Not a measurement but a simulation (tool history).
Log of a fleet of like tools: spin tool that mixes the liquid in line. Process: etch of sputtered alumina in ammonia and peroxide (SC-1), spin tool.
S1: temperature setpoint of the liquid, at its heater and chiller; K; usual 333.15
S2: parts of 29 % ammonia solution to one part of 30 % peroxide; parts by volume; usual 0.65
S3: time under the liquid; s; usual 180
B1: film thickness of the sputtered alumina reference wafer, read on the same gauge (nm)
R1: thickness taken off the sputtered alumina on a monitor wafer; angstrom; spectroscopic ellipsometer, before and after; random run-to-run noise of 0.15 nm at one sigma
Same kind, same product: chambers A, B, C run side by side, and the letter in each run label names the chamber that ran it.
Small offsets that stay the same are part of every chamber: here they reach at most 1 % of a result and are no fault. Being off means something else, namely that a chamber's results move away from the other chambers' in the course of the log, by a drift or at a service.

Run 1C, hour 9.8: usual settings; B1 100.030. Result: R1 236.42 angstrom.
Run 2B, hour 21.8: usual settings; B1 100.040. Result: R1 233.35 angstrom.
At hour 32.6: chamber B: new drum of ammonia solution connected.
Run 3A, hour 33.7: usual settings; B1 99.979. Result: R1 233.70 angstrom.
Run 4A, hour 44.8: usual settings; B1 99.995. Result: R1 237.31 angstrom.
Run 5C, hour 54.7: usual settings but S2 0.40 parts by volume; B1 100.050. Result: R1 225.46 angstrom.
Run 6B, hour 68.1: usual settings but S2 0.40 parts by volume; B1 100.010. Result: R1 222.99 angstrom.
Run 7B, hour 77.9: usual settings but S2 0.40 parts by volume; B1 99.977. Result: R1 221.03 angstrom.
Run 8A, hour 87.7: usual settings; B1 99.970. Result: R1 230.86 angstrom.
Run 9C, hour 94.9: usual settings; B1 99.997. Result: R1 233.86 angstrom.
Run 10B, hour 103.1: usual settings; B1 100.040. Result: R1 235.01 angstrom.
Run 11A, hour 110.9: usual settings; B1 99.978. Result: R1 230.30 angstrom.
Run 12C, hour 124.1: usual settings; B1 99.970. Result: R1 232.70 angstrom.
Run 13C, hour 134.7: usual settings; B1 99.991. Result: R1 234.30 angstrom.
Run 14B, hour 144.3: usual settings; B1 99.972. Result: R1 233.55 angstrom.
Run 15A, hour 156.4: usual settings; B1 100.040. Result: R1 227.04 angstrom.
Run 16A, hour 166.6: usual settings; B1 100.040. Result: R1 229.87 angstrom.
At hour 168.8: chamber C: new drum of ammonia solution connected.
Run 17C, hour 177.3: usual settings; B1 99.986. Result: R1 234.42 angstrom.
Run 18B, hour 190.5: usual settings; B1 100.040. Result: R1 231.08 angstrom.
Run 19A, hour 200.3: usual settings; B1 99.977. Result: R1 225.45 angstrom.
Run 20C, hour 211.1: usual settings; B1 99.987. Result: R1 232.23 angstrom.
Run 21B, hour 219.6: usual settings; B1 100.010. Result: R1 232.79 angstrom.
Run 22B, hour 231.0: usual settings; B1 100.010. Result: R1 233.45 angstrom.
Run 23A, hour 238.2: usual settings; B1 100.000. Result: R1 220.94 angstrom.
Run 24C, hour 247.1: usual settings but S3 245 s; B1 99.982. Result: R1 319.50 angstrom.
Run 25B, hour 256.3: usual settings but S3 245 s; B1 100.040. Result: R1 317.43 angstrom.
Run 26A, hour 264.9: usual settings but S3 245 s; B1 99.984. Result: R1 299.66 angstrom.
Run 27C, hour 277.4: usual settings; B1 99.970. Result: R1 235.13 angstrom.
Run 28C, hour 286.7: usual settings but S2 0.40 parts by volume, S3 145 s; B1 100.020. Result: R1 180.41 angstrom.
Run 29B, hour 292.9: usual settings but S2 0.40 parts by volume, S3 145 s; B1 100.010. Result: R1 178.61 angstrom.
Run 30A, hour 303.5: usual settings but S2 0.40 parts by volume, S3 145 s; B1 99.985. Result: R1 167.20 angstrom.

Is one chamber off against the others, does the gauge drift, or is nothing wrong? If a chamber is off, say which, and what the likeliest cause is.

Little by little, chamber A moves away from the other chambers.
Cause: liquid colder than its thermometer reads (K) = 1.48.
The log might look much the same if the cause were instead: temperature lost on the way to the wafer (K).

Here are 4 candidates for chamber A's next run, each the usual settings with a change, their results left as question marks. Which one brings its results back in line with what the others give on the usual settings?
In line means no further than this from the other chambers' mean on the usual settings: R1 5.10 angstrom
Run 31A-1, hour 313.3: usual settings but S3 175 s. Result: R1 ?.
Run 31A-2, hour 313.3: usual settings but S1 334.65 K. Result: R1 ?.
Run 31A-3, hour 313.3: usual settings but S2 0.30 parts by volume. Result: R1 ?.
Run 31A-4, hour 313.3: usual settings but S3 185 s. Result: R1 ?.

What the other chambers average on the usual settings: R1 232.54 angstrom
  run      R1
31A-1  212.13
31A-2  235.39
31A-3  202.52
31A-4  224.25
The right change is 31A-2: it brings the chamber back within the allowed miss of the others.
